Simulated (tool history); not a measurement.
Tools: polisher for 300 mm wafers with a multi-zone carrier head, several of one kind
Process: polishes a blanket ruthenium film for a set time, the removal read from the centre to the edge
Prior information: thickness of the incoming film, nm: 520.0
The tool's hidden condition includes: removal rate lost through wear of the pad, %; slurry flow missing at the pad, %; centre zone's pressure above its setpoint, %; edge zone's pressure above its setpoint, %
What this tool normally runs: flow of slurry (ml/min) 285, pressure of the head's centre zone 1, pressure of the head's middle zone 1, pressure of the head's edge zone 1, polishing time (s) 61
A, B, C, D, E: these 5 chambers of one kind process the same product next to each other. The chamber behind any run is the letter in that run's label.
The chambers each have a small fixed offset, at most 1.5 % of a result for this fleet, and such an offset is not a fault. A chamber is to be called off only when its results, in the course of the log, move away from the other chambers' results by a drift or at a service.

| run | hour | flow of slurry (ml/min) | pressure of the head's centre zone | pressure of the head's middle zone | pressure of the head's edge zone | polishing time (s) | wafers polished on this pad | hours since the slurry nozzle was cleaned | hours since the centre zone pressure was calibrated | hours since the edge zone pressure was calibrated | film removed at the wafer's centre (nm) | film removed at mid-radius (nm) | film removed at the wafer's edge (nm) |
|---|---|---|---|---|---|---|---|---|---|---|---|---|---|
|  | 2.4 | chamber A: worn pad replaced by a new one |
| 1A | 14.2 | 285 | 1 | 1 | 1 | 61 | 155 | 109.5 | 299.3 | 851.2 | 76.342 | 77.883 | 76.099 |
| 2D | 22.4 | 285 | 1 | 1 | 1 | 61 | 633 | 55.1 | 719.6 | 521 | 75.746 | 74.582 | 74.01 |
|  | 23.6 | chamber E: worn pad replaced by a new one |
| 3C | 29.8 | 285 | 1 | 1 | 1 | 61 | 447 | 46.3 | 719 | 133.6 | 76.185 | 75.025 | 75.39 |
| 4B | 40.9 | 285 | 1 | 1 | 1 | 61 | 1063 | 156.6 | 101.2 | 847.5 | 75.461 | 74.82 | 76.331 |
|  | 42.6 | chamber B: worn pad replaced by a new one |
| 5E | 49.9 | 285 | 1.12 | 1 | 1 | 61 | 346 | 233.8 | 584.3 | 226.4 | 86.356 | 76.56 | 76.496 |
| 6D | 57.9 | 285 | 1.12 | 1 | 1 | 61 | 1099 | 90.6 | 755.1 | 556.5 | 85.292 | 75.397 | 74.933 |
| 7A | 70.7 | 285 | 1.12 | 1 | 1 | 61 | 897 | 166 | 355.8 | 907.7 | 85.896 | 76.943 | 75.496 |
|  | 72.8 | chamber D: worn pad replaced by a new one |
|  | 75.6 | chamber A: centre zone pressure recalibrated |
|  | 76.6 | chamber C: worn pad replaced by a new one |
|  | 77.2 | chamber A: worn pad replaced by a new one |
| 8C | 79.2 | 285 | 1.12 | 1 | 1 | 61 | 34 | 95.7 | 768.4 | 183 | 86.123 | 75.241 | 76.106 |
| 9E | 92.6 | 285 | 1.12 | 1 | 1 | 61 | 907 | 276.5 | 627 | 269.1 | 84.912 | 77.903 | 75.894 |
| 10B | 99.8 | 285 | 1 | 1 | 1 | 61 | 752 | 215.5 | 160.1 | 906.4 | 75.385 | 75.553 | 76.761 |
|  | 100.5 | chamber E: worn pad replaced by a new one |
| 11E | 113.7 | 285 | 1 | 1 | 1 | 61 | 174 | 297.6 | 648.1 | 290.2 | 76.205 | 77.142 | 75.167 |
|  | 120.4 | chamber B: worn pad replaced by a new one |
| 12A | 123.9 | 285 | 1 | 1 | 1 | 61 | 614 | 219.2 | 48.4 | 960.9 | 75.727 | 75.481 | 76.331 |
| 13D | 133 | 285 | 1 | 1 | 1 | 61 | 791 | 165.7 | 830.2 | 631.6 | 76.042 | 75.969 | 74.818 |
|  | 144.1 | chamber E: edge zone pressure recalibrated |
| 14C | 146 | 285 | 1 | 1 | 1 | 61 | 912 | 162.5 | 835.2 | 249.8 | 75.263 | 74.546 | 77.571 |
|  | 154.8 | chamber A: worn pad replaced by a new one |
| 15B | 156 | 285 | 1 | 1 | 1 | 61 | 468 | 271.7 | 216.3 | 962.6 | 74.155 | 75.009 | 75.226 |
|  | 160.5 | chamber C: worn pad replaced by a new one |
| 16E | 167.4 | 285 | 1 | 1 | 1 | 61 | 879 | 351.3 | 701.8 | 23.3 | 75.253 | 76.264 | 75.962 |
|  | 170.9 | chamber E: centre zone pressure recalibrated |
|  | 175.1 | chamber E: worn pad replaced by a new one |
|  | 177 | chamber D: worn pad replaced by a new one |
| 17A | 180.4 | 285 | 1 | 1 | 1 | 61 | 336 | 275.7 | 104.9 | 1017.4 | 75.876 | 76.572 | 76.172 |
|  | 184.7 | chamber A: slurry nozzle cleaned |
|  | 191.3 | chamber D: centre zone pressure recalibrated |
| 18D | 193.3 | 285 | 1 | 1 | 1 | 61 | 215 | 226 | 2.1 | 691.9 | 75.648 | 77.61 | 74.226 |
| 19C | 204.4 | 285 | 1 | 1 | 1 | 61 | 576 | 220.9 | 893.6 | 308.2 | 76.75 | 76.181 | 75.975 |
|  | 214 | chamber B: worn pad replaced by a new one |
| 20B | 215.7 | 285 | 1 | 1 | 1 | 61 | 23 | 331.4 | 276 | 1022.3 | 74.214 | 74.477 | 74.123 |
| 21D | 228.8 | 285 | 1 | 1 | 1 | 61 | 681 | 261.5 | 37.6 | 727.4 | 75.354 | 76.4 | 74.55 |
|  | 238.2 | chamber C: worn pad replaced by a new one |
|  | 240.1 | chamber A: worn pad replaced by a new one |
| 22A | 245.6 | 285 | 1 | 1 | 1 | 50 | 73 | 60.9 | 170.1 | 1082.6 | 62.632 | 62.036 | 61.877 |
|  | 248.2 | chamber E: worn pad replaced by a new one |
| 23C | 262 | 285 | 1 | 1 | 1 | 50 | 313 | 278.5 | 951.2 | 365.8 | 62.711 | 62.313 | 62.963 |
|  | 262.2 | chamber D: worn pad replaced by a new one |
| 24E | 277.6 | 285 | 1 | 1 | 1 | 50 | 387 | 461.5 | 106.7 | 133.5 | 62.366 | 63.116 | 62.24 |
| 25B | 288.5 | 285 | 1 | 1 | 1 | 50 | 980 | 404.2 | 348.8 | 1095.1 | 59.25 | 59.362 | 59.83 |
|  | 295 | chamber B: worn pad replaced by a new one |
| 26C | 303.4 | 285 | 1 | 1 | 1 | 50 | 857 | 319.9 | 992.6 | 407.2 | 63.243 | 62.456 | 63.053 |
|  | 305.2 | chamber C: worn pad replaced by a new one |
|  | 314.3 | chamber C: slurry nozzle cleaned |
|  | 316.2 | chamber A: worn pad replaced by a new one |
| 27B | 317.4 | 285 | 1 | 1 | 1 | 61 | 295 | 433.1 | 377.7 | 1124 | 71.661 | 70.774 | 74.211 |
|  | 324 | chamber E: worn pad replaced by a new one |
| 28E | 327.9 | 285 | 1 | 1 | 1 | 61 | 51 | 511.8 | 157 | 183.8 | 75.89 | 76.488 | 75.964 |
| 29D | 337.6 | 285 | 1 | 0.9 | 1 | 61 | 991 | 370.3 | 146.4 | 836.2 | 75.399 | 69.121 | 75.213 |
| 30A | 346.1 | 285 | 1 | 0.9 | 1 | 61 | 393 | 161.4 | 270.6 | 1183.1 | 75.83 | 69.8 | 76.595 |
| 31C | 356.3 | 285 | 1 | 0.9 | 1 | 61 | 672 | 42.1 | 1045.5 | 460.1 | 76.252 | 68.22 | 75.613 |
| 32B | 365.3 | 285 | 1 | 0.9 | 1 | 61 | 924 | 481 | 425.6 | 1171.9 | 71.025 | 64.21 | 72.51 |

Is one chamber out of step, is the gauge drifting, or do the chambers differ by no more than their own small offsets? For an off chamber, give its letter and the likeliest cause.

Little by little, chamber B moves away from the other chambers.
Most likely cause: slurry flow missing at the pad, % = 36.7.

Below are 4 candidate recipes for chamber B's next run, each the usual settings with a change, their results shown as question marks. Which of them brings B's results back in line with what the other chambers give on the usual settings?
In line here means within this much of the mean the other chambers give on the usual settings: film removed at the wafer's centre (nm) 1.7; film removed at mid-radius (nm) 3.1; film removed at the wafer's edge (nm) 2.2
| 33B-1 | 377.2 | 285 | 1.01 | 1.01 | 1 | 62 |  |  |  |  | ? | ? | ? |
| 33B-2 | 377.2 | 290 | 1.02 | 1.02 | 0.98 | 64 |  |  |  |  | ? | ? | ? |
| 33B-3 | 377.2 | 280 | 0.98 | 0.98 | 1.02 | 58 |  |  |  |  | ? | ? | ? |
| 33B-4 | 377.2 | 285 | 0.99 | 0.99 | 1 | 60 |  |  |  |  | ? | ? | ? |

On the usual settings, the other chambers give on average: film removed at the wafer's centre (nm) 75.939; film removed at mid-radius (nm) 75.963; film removed at the wafer's edge (nm) 75.71
| run | film removed at the wafer's centre (nm) | film removed at mid-radius (nm) | film removed at the wafer's edge (nm) |
|---|---|---|---|
| 33B-1 | 72.718 | 72.547 | 73.907 |
| 33B-2 | 76.116 | 75.772 | 75.627 |
| 33B-3 | 65.588 | 65.837 | 69.752 |
| 33B-4 | 68.832 | 68.936 | 71.544 |
33B-2 brings the chamber back in line.
